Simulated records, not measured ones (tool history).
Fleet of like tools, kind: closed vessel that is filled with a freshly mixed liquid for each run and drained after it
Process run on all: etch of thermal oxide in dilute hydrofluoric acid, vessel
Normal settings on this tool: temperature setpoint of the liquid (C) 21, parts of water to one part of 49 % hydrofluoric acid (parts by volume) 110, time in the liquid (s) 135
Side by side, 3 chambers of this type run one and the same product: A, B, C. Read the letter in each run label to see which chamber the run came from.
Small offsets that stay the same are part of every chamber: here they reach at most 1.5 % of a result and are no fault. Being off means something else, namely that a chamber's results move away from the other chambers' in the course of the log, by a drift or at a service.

run	hour	temperature setpoint of the liquid (C)	parts of water to one part of 49 % hydrofluoric acid (parts by volume)	time in the liquid (s)	hours since the thermometer was replaced	hours since the hydrofluoric acid flow meter was replaced	read-back film thickness of the thermal oxide reference wafer, read on the same gauge (nm)	thickness taken off the thermal oxide on a monitor wafer (angstrom)
1C	4.1	21	110	135	2208.8	1001.7	29.984	49.876
2B	6.5	21	110	135	2580	517	29.998	50.402
3A	10	21	110	135	605.2	1286.8	30.028	51.178
4A	13.2	21	110	135	608.4	1290	30.009	50.873
5C	17.2	21	110	135	2221.9	1014.8	30.016	49.403
6B	21.8	21	110	135	2595.3	532.3	30.026	50.497
7C	26.1	21	110	135	2230.8	1023.7	29.971	49.627
8A	31.1	21	110	135	626.3	1307.9	29.954	49.776
9B	35.7	21	110	135	2609.2	546.2	29.966	50.558
10C	41	21	110	135	2245.7	1038.6	29.992	49.961
11A	46.1	21	110	135	641.3	1322.9	29.963	49.763
12B	50.5	21	110	135	2624	561	30.002	50.913
13A	53.4	21	110	135	648.6	1330.2	30.001	48.974
14C	58.3	21	110	135	2263	1055.9	30.021	49.158
15B	63.3	21	110	135	2636.8	573.8	29.966	50.168
16C	65.8	21	110	135	2270.5	1063.4	30.007	49.922
17B	69	21	110	85	2642.5	579.5	30.002	31.345
18A	73.3	21	110	85	668.5	1350.1	29.971	30.693
19B	76.9	21	110	85	2650.4	587.4	29.999	32.251
20A	79.7	21	110	135	674.9	1356.5	29.988	47.592
21C	82.9	21	110	135	2287.6	1080.5	29.981	50.914
22A	87.2	17	110	175	682.4	1364	30.054	52.306
23B	92.4	17	110	175	2665.9	602.9	29.999	54.89
24C	97.2	17	110	175	2301.9	1094.8	29.987	54.016
25B	102.2	21	110	135	2675.7	612.7	29.954	50.707
26A	105.9	21	110	135	701.1	1382.7	29.97	47.388
27C	108.5	21	110	135	2313.2	1106.1	29.998	49.549
28A	111.3	21	110	135	706.5	1388.1	30.023	46.795
29C	114.6	21	110	135	2319.3	1112.2	29.986	49.767
30B	117.6	24.5	130	135	2691.1	628.1	30.008	47.806
31B	121.3	24.5	130	135	2694.8	631.8	30.05	47.943
32A	124	24.5	130	135	719.2	1400.8	29.983	44.667
33C	127.9	21	110	135	2332.6	1125.5	29.979	49.743
34A	132.3	21	110	135	727.5	1409.1	30.001	46.183
35B	135.4	18.5	110	95	2708.9	645.9	29.964	32.103
36C	140.8	18.5	110	95	2345.5	1138.4	29.991	31.683
37B	143.4	18.5	110	95	2716.9	653.9	29.996	32.165
38C	146.1	21	110	135	2350.8	1143.7	29.988	49.394
39A	149.4	21	110	135	744.6	1426.2	29.963	45.239
40B	152.2	23.5	135	135	2725.7	662.7	29.985	44.895
41C	157.5	23.5	135	135	2362.2	1155.1	29.995	43.451

All chambers now run identical settings, listed one chamber a line with results as question marks. What results will each chamber show?
42A	161.4	21	110	135				?
42B	161.4	21	110	135				?
42C	161.4	21	110	135				?

run	thickness taken off the thermal oxide on a monitor wafer (angstrom)
42A	44.52
42B	50.48
42C	49.336

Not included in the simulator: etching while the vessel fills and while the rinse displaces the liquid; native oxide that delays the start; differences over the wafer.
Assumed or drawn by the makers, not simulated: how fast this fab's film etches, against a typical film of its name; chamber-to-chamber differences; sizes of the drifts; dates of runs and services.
